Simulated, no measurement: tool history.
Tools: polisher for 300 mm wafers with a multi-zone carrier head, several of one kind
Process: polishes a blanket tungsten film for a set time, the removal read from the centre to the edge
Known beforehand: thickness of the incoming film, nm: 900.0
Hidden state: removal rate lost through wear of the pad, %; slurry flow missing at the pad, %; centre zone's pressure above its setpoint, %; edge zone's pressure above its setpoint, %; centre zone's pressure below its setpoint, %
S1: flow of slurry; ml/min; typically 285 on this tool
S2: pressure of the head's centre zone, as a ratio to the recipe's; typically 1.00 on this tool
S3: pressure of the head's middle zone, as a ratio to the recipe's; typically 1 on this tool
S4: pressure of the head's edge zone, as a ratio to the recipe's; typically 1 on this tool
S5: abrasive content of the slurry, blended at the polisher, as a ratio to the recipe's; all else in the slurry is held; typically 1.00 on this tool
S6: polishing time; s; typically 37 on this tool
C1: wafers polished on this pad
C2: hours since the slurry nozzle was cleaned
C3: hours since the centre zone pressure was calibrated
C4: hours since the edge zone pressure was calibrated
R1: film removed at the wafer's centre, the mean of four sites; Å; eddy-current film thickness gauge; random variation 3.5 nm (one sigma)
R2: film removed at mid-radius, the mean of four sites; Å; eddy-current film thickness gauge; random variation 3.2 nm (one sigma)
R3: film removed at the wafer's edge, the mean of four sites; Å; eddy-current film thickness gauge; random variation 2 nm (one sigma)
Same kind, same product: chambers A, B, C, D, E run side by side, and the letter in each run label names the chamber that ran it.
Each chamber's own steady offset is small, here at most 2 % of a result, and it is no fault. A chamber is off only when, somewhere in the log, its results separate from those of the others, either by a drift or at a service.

-- hour=7.4 chamber D: slurry nozzle cleaned
-- hour=11.2 chamber B: worn pad replaced by a new one
run 1A hour=13.4 | S1=285 S2=1.00 S3=1 S4=1 S5=1.00 S6=37 | C1=323 C2=314.2 C3=585.2 C4=568.5 | R1=2517.3 R2=2534.6 R3=2562.4
-- hour=14.6 chamber C: slurry nozzle cleaned
-- hour=16.4 chamber B: slurry nozzle cleaned
run 2D hour=20.2 | S1=285 S2=1.00 S3=1 S4=1 S5=1.00 S6=37 | C1=494 C2=12.9 C3=605.2 C4=296.8 | R1=2651.9 R2=2578.5 R3=2580.2
run 3E hour=29.4 | S1=285 S2=1.00 S3=1 S4=1 S5=1.00 S6=37 | C1=892 C2=104.0 C3=245.7 C4=165.0 | R1=2606.3 R2=2549.2 R3=2531.6
run 4C hour=39.8 | S1=285 S2=1.00 S3=1 S4=1 S5=1.00 S6=37 | C1=452 C2=25.2 C3=617.1 C4=635.4 | R1=2553.1 R2=2562.0 R3=2525.9
-- hour=40.3 chamber E: worn pad replaced by a new one
run 5B hour=48.7 | S1=285 S2=1.00 S3=1 S4=1 S5=1.00 S6=37 | C1=276 C2=32.3 C3=579.3 C4=85.4 | R1=2635.0 R2=2620.7 R3=2578.5
-- hour=52.9 chamber D: worn pad replaced by a new one
run 6D hour=58.3 | S1=285 S2=1.00 S3=1 S4=1 S5=1.00 S6=37 | C1=39 C2=51.0 C3=643.3 C4=334.9 | R1=2502.8 R2=2561.6 R3=2582.8
-- hour=70.4 chamber A: worn pad replaced by a new one
run 7A hour=72.7 | S1=285 S2=1.00 S3=1 S4=1 S5=1.00 S6=37 | C1=17 C2=373.5 C3=644.5 C4=627.8 | R1=2531.2 R2=2574.6 R3=2569.7
run 8B hour=82.8 | S1=285 S2=1.00 S3=1 S4=1 S5=1.00 S6=37 | C1=527 C2=66.4 C3=613.4 C4=119.5 | R1=2590.7 R2=2576.3 R3=2557.3
run 9E hour=93.4 | S1=285 S2=1.00 S3=1 S4=1 S5=1.00 S6=37 | C1=391 C2=168.0 C3=309.7 C4=229.0 | R1=2498.1 R2=2511.1 R3=2551.1
-- hour=95.5 chamber B: worn pad replaced by a new one
-- hour=103.2 chamber E: slurry nozzle cleaned
run 10C hour=104.7 | S1=285 S2=1.00 S3=1 S4=1 S5=1.00 S6=37 | C1=931 C2=90.1 C3=682.0 C4=700.3 | R1=2504.6 R2=2557.2 R3=2531.4
-- hour=115.7 chamber D: centre zone pressure recalibrated
run 11D hour=118.6 | S1=285 S2=1.00 S3=1 S4=1 S5=1.00 S6=25 | C1=484 C2=111.3 C3=2.9 C4=395.2 | R1=1786.7 R2=1732.9 R3=1726.3
run 12C hour=130.1 | S1=285 S2=1.00 S3=1 S4=1 S5=1.00 S6=25 | C1=1118 C2=115.5 C3=707.4 C4=725.7 | R1=1706.4 R2=1698.5 R3=1719.4
run 13A hour=137.7 | S1=285 S2=1.00 S3=1 S4=1 S5=1.00 S6=25 | C1=496 C2=438.5 C3=709.5 C4=692.8 | R1=1652.2 R2=1724.4 R3=1724.3
-- hour=147.2 chamber A: edge zone pressure recalibrated
-- hour=147.4 chamber C: worn pad replaced by a new one
run 14B hour=152.2 | S1=285 S2=1.00 S3=1 S4=1 S5=1.00 S6=25 | C1=418 C2=135.8 C3=682.8 C4=188.9 | R1=1748.2 R2=1743.7 R3=1741.5
-- hour=154.2 chamber D: worn pad replaced by a new one
-- hour=159.2 chamber E: worn pad replaced by a new one
run 15E hour=160.3 | S1=285 S2=1.00 S3=1 S4=1 S5=1.00 S6=25 | C1=8 C2=57.1 C3=376.6 C4=295.9 | R1=1746.5 R2=1731.2 R3=1729.2
-- hour=165.3 chamber A: worn pad replaced by a new one
run 16E hour=173.0 | S1=285 S2=1.00 S3=1 S4=1 S5=1.00 S6=37 | C1=101 C2=69.8 C3=389.3 C4=308.6 | R1=2511.4 R2=2536.5 R3=2541.4
run 17C hour=183.9 | S1=285 S2=1.09 S3=1 S4=1 S5=0.90 S6=37 | C1=269 C2=169.3 C3=761.2 C4=779.5 | R1=2662.8 R2=2468.2 R3=2499.6
-- hour=188.0 chamber B: worn pad replaced by a new one
run 18A hour=191.8 | S1=285 S2=1.09 S3=1 S4=1 S5=0.90 S6=37 | C1=196 C2=492.6 C3=763.6 C4=44.6 | R1=2658.0 R2=2486.4 R3=2501.4
-- hour=194.3 chamber C: edge zone pressure recalibrated
run 19D hour=205.6 | S1=285 S2=1.09 S3=1 S4=1 S5=0.90 S6=37 | C1=378 C2=198.3 C3=89.9 C4=482.2 | R1=2723.3 R2=2538.3 R3=2496.1
run 20B hour=220.9 | S1=285 S2=1.09 S3=1 S4=1 S5=0.90 S6=37 | C1=242 C2=204.5 C3=751.5 C4=257.6 | R1=2876.8 R2=2535.9 R3=2495.0
run 21A hour=230.0 | S1=285 S2=1.09 S3=1 S4=1 S5=0.90 S6=37 | C1=477 C2=530.8 C3=801.8 C4=82.8 | R1=2704.1 R2=2490.2 R3=2522.5
run 22B hour=244.3 | S1=285 S2=1.00 S3=1 S4=1 S5=1.00 S6=37 | C1=415 C2=227.9 C3=774.9 C4=281.0 | R1=2564.1 R2=2612.4 R3=2569.2
-- hour=246.9 chamber A: worn pad replaced by a new one
run 23E hour=250.9 | S1=285 S2=1.00 S3=1 S4=1 S5=1.00 S6=37 | C1=676 C2=147.7 C3=467.2 C4=386.5 | R1=2401.7 R2=2543.1 R3=2541.8
-- hour=252.6 chamber D: worn pad replaced by a new one
run 24C hour=264.8 | S1=285 S2=1.00 S3=1 S4=1 S5=1.00 S6=37 | C1=865 C2=250.2 C3=842.1 C4=70.5 | R1=2481.1 R2=2551.0 R3=2530.8
-- hour=271.0 chamber D: edge zone pressure recalibrated
run 25D hour=276.9 | S1=285 S2=1.00 S3=1 S4=1 S5=1.00 S6=37 | C1=179 C2=269.6 C3=161.2 C4=5.9 | R1=2528.3 R2=2547.5 R3=2568.4
-- hour=289.9 chamber B: worn pad replaced by a new one
run 26E hour=290.2 | S1=285 S2=1.00 S3=1 S4=1 S5=1.00 S6=37 | C1=965 C2=187.0 C3=506.5 C4=425.8 | R1=2345.2 R2=2548.0 R3=2532.1
-- hour=295.1 chamber B: centre zone pressure recalibrated
run 27C hour=302.6 | S1=285 S2=0.96 S3=1 S4=1 S5=1.25 S6=37 | C1=1144 C2=288.0 C3=879.9 C4=108.3 | R1=2589.4 R2=2737.5 R3=2669.7
run 28A hour=316.8 | S1=285 S2=0.96 S3=1 S4=1 S5=1.25 S6=37 | C1=515 C2=617.6 C3=888.6 C4=169.6 | R1=2584.5 R2=2651.1 R3=2710.5
-- hour=322.1 chamber C: worn pad replaced by a new one
run 29D hour=323.7 | S1=285 S2=0.96 S3=1 S4=1 S5=1.25 S6=37 | C1=524 C2=316.4 C3=208.0 C4=52.7 | R1=2581.2 R2=2758.4 R3=2710.7
run 30B hour=337.0 | S1=285 S2=0.96 S3=1 S4=1 S5=1.25 S6=37 | C1=347 C2=320.6 C3=41.9 C4=373.7 | R1=2656.0 R2=2747.9 R3=2737.9
run 31C hour=343.7 | S1=285 S2=0.96 S3=1 S4=1 S5=1.25 S6=37 | C1=159 C2=329.1 C3=921.0 C4=149.4 | R1=2523.2 R2=2677.7 R3=2709.6
run 32D hour=351.1 | S1=285 S2=1.00 S3=1 S4=1 S5=1.00 S6=37 | C1=726 C2=343.8 C3=235.4 C4=80.1 | R1=2556.8 R2=2572.9 R3=2580.4
-- hour=352.2 chamber B: slurry nozzle cleaned
run 33B hour=365.2 | S1=285 S2=1.00 S3=1 S4=1 S5=1.00 S6=37 | C1=555 C2=13.1 C3=70.1 C4=401.9 | R1=2525.8 R2=2608.2 R3=2559.4

Does one chamber stand apart from the rest, does the shared gauge drift, or is all well apart from small per-chamber offsets? Give the chamber and the most likely cause, where there is one.

Little by little, chamber E moves away from the other chambers.
Cause: centre zone's pressure below its setpoint, % = 9.35.

Below are 4 candidate recipes for chamber E's next run, each the usual settings with a change, their results shown as question marks. Which of them brings E's results back in line with what the other chambers give on the usual settings?
Maximum distance from the other chambers' mean on the usual settings for a result to count as in line: R1 120.0 Å; R2 110.0 Å; R3 70.0 Å
run 34E-1 hour=376.2 | S1=280 S2=0.92 S3=1.01 S4=1.03 S5=1.00 S6=36 | R1=? R2=? R3=?
run 34E-2 hour=376.2 | S1=285 S2=1.02 S3=1.00 S4=0.99 S5=1.00 S6=37 | R1=? R2=? R3=?
run 34E-3 hour=376.2 | S1=290 S2=1.08 S3=0.99 S4=0.97 S5=1.00 S6=38 | R1=? R2=? R3=?
run 34E-4 hour=376.2 | S1=285 S2=0.98 S3=1.00 S4=1.01 S5=1.00 S6=37 | R1=? R2=? R3=?

Usual-settings mean across the other chambers: R1 2555.6 Å; R2 2565.7 Å; R3 2568.4 Å
run=34E-1 R1=2024.2 R2=2472.2 R3=2492.7
run=34E-2 R1=2334.3 R2=2521.2 R3=2513.6
run=34E-3 R1=2556.1 R2=2569.4 R3=2558.4
run=34E-4 R1=2234.3 R2=2521.7 R3=2539.7
The answer is 34E-3, which returns the chamber to within the allowed miss of the others.

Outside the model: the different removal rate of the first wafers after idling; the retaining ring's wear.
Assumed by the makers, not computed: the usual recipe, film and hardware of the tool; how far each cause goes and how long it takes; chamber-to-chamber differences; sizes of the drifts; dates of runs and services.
